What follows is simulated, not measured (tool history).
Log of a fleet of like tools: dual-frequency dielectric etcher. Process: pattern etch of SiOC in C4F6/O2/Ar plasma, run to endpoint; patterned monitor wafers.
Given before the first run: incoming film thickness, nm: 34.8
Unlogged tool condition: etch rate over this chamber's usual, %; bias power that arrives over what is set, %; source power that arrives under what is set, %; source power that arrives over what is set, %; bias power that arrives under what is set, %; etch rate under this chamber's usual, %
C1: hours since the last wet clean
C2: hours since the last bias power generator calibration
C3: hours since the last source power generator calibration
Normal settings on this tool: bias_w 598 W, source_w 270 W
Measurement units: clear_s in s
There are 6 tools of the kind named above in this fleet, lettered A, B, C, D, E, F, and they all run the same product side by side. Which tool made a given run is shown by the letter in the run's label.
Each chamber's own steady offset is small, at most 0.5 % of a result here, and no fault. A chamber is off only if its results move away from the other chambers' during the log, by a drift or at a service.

run 1C hour=8.2 | bias_w=598 source_w=270 | C1=82.5 C2=1092.6 C3=1000.9 | clear_s=12.598
run 2E hour=17.8 | bias_w=598 source_w=270 | C1=141.4 C2=978.7 C3=689.6 | clear_s=12.602
run 3F hour=25.0 | bias_w=598 source_w=270 | C1=498.8 C2=2134.5 C3=1192.1 | clear_s=12.622
run 4A hour=35.9 | bias_w=598 source_w=270 | C1=109.4 C2=2497.5 C3=1396.4 | clear_s=12.577
run 5B hour=47.7 | bias_w=598 source_w=270 | C1=419.5 C2=1041.6 C3=868.2 | clear_s=12.722
run 6D hour=56.1 | bias_w=598 source_w=270 | C1=267.3 C2=506.9 C3=1684.7 | clear_s=12.728
run 7B hour=66.0 | bias_w=598 source_w=270 | C1=437.8 C2=1059.9 C3=886.5 | clear_s=12.635
run 8A hour=77.6 | bias_w=598 source_w=270 | C1=151.1 C2=2539.2 C3=1438.1 | clear_s=12.674
run 9E hour=87.3 | bias_w=598 source_w=270 | C1=210.9 C2=1048.2 C3=759.1 | clear_s=12.635
run 10F hour=99.9 | bias_w=598 source_w=270 | C1=573.7 C2=2209.4 C3=1267.0 | clear_s=12.604
run 11D hour=112.3 | bias_w=598 source_w=270 | C1=323.5 C2=563.1 C3=1740.9 | clear_s=12.794
run 12C hour=119.1 | bias_w=598 source_w=270 | C1=193.4 C2=1203.5 C3=1111.8 | clear_s=12.656
run 13D hour=132.5 | bias_w=468 source_w=200 | C1=343.7 C2=583.3 C3=1761.1 | clear_s=15.608
run 14A hour=147.7 | bias_w=468 source_w=200 | C1=221.2 C2=2609.3 C3=1508.2 | clear_s=15.507
run 15F hour=158.0 | bias_w=468 source_w=200 | C1=631.8 C2=2267.5 C3=1325.1 | clear_s=15.537
run 16E hour=172.2 | bias_w=468 source_w=200 | C1=295.8 C2=1133.1 C3=844.0 | clear_s=15.546
run 17B hour=186.2 | bias_w=468 source_w=200 | C1=558.0 C2=1180.1 C3=1006.7 | clear_s=15.525
run 18C hour=195.5 | bias_w=468 source_w=200 | C1=269.8 C2=1279.9 C3=1188.2 | clear_s=15.408
run 19F hour=205.1 | bias_w=598 source_w=270 | C1=678.9 C2=2314.6 C3=1372.2 | clear_s=12.642
run 20C hour=214.5 | bias_w=598 source_w=270 | C1=288.8 C2=1298.9 C3=1207.2 | clear_s=12.637
-- hour=224.0 chamber F: wet clean of the chamber
run 21B hour=226.4 | bias_w=712 source_w=310 | C1=598.2 C2=1220.3 C3=1046.9 | clear_s=11.341
run 22A hour=234.1 | bias_w=712 source_w=310 | C1=307.6 C2=2695.7 C3=1594.6 | clear_s=11.062
run 23D hour=244.3 | bias_w=712 source_w=310 | C1=455.5 C2=695.1 C3=1872.9 | clear_s=11.185
run 24E hour=254.1 | bias_w=712 source_w=310 | C1=377.7 C2=1215.0 C3=925.9 | clear_s=11.175
run 25C hour=261.8 | bias_w=712 source_w=310 | C1=336.1 C2=1346.2 C3=1254.5 | clear_s=11.164
run 26F hour=273.0 | bias_w=712 source_w=310 | C1=49.0 C2=2382.5 C3=1440.1 | clear_s=11.251
-- hour=284.7 chamber D: wet clean of the chamber
run 27D hour=286.1 | bias_w=598 source_w=270 | C1=1.4 C2=736.9 C3=1914.7 | clear_s=12.644
-- hour=293.3 chamber B: wet clean of the chamber
run 28E hour=296.1 | bias_w=598 source_w=270 | C1=419.7 C2=1257.0 C3=967.9 | clear_s=12.563
run 29B hour=310.7 | bias_w=598 source_w=270 | C1=17.5 C2=1304.6 C3=1131.2 | clear_s=12.682
run 30A hour=322.6 | bias_w=598 source_w=270 | C1=396.1 C2=2784.2 C3=1683.1 | clear_s=12.591
-- hour=326.7 chamber F: bias power generator calibrated
run 31A hour=331.8 | bias_w=733 source_w=310 | C1=405.3 C2=2793.4 C3=1692.3 | clear_s=11.036
run 32F hour=346.5 | bias_w=733 source_w=310 | C1=122.5 C2=19.8 C3=1513.6 | clear_s=11.127
-- hour=347.0 chamber C: wet clean of the chamber
run 33B hour=361.2 | bias_w=733 source_w=310 | C1=68.0 C2=1355.1 C3=1181.7 | clear_s=11.222
run 34D hour=369.0 | bias_w=733 source_w=310 | C1=84.3 C2=819.8 C3=1997.6 | clear_s=11.150
run 35C hour=376.5 | bias_w=733 source_w=310 | C1=29.6 C2=1460.9 C3=1369.2 | clear_s=11.101
run 36E hour=389.0 | bias_w=733 source_w=310 | C1=512.6 C2=1349.9 C3=1060.8 | clear_s=11.085
run 37F hour=399.2 | bias_w=598 source_w=270 | C1=175.2 C2=72.5 C3=1566.3 | clear_s=12.546
run 38B hour=410.3 | bias_w=598 source_w=270 | C1=117.1 C2=1404.2 C3=1230.8 | clear_s=12.822
-- hour=416.9 chamber E: wet clean of the chamber
run 39D hour=419.8 | bias_w=598 source_w=270 | C1=135.1 C2=870.6 C3=2048.4 | clear_s=12.653
run 40E hour=434.7 | bias_w=598 source_w=270 | C1=17.9 C2=1395.6 C3=1106.5 | clear_s=12.565

Decide between three cases: one chamber stands off from its peers, the gauge reading all wafers drifts, or nothing is wrong past each chamber's small offset. Where a chamber is off, say which and what most likely put it there.

No chamber stands off beyond its own small offset, and the gauge holds steady.
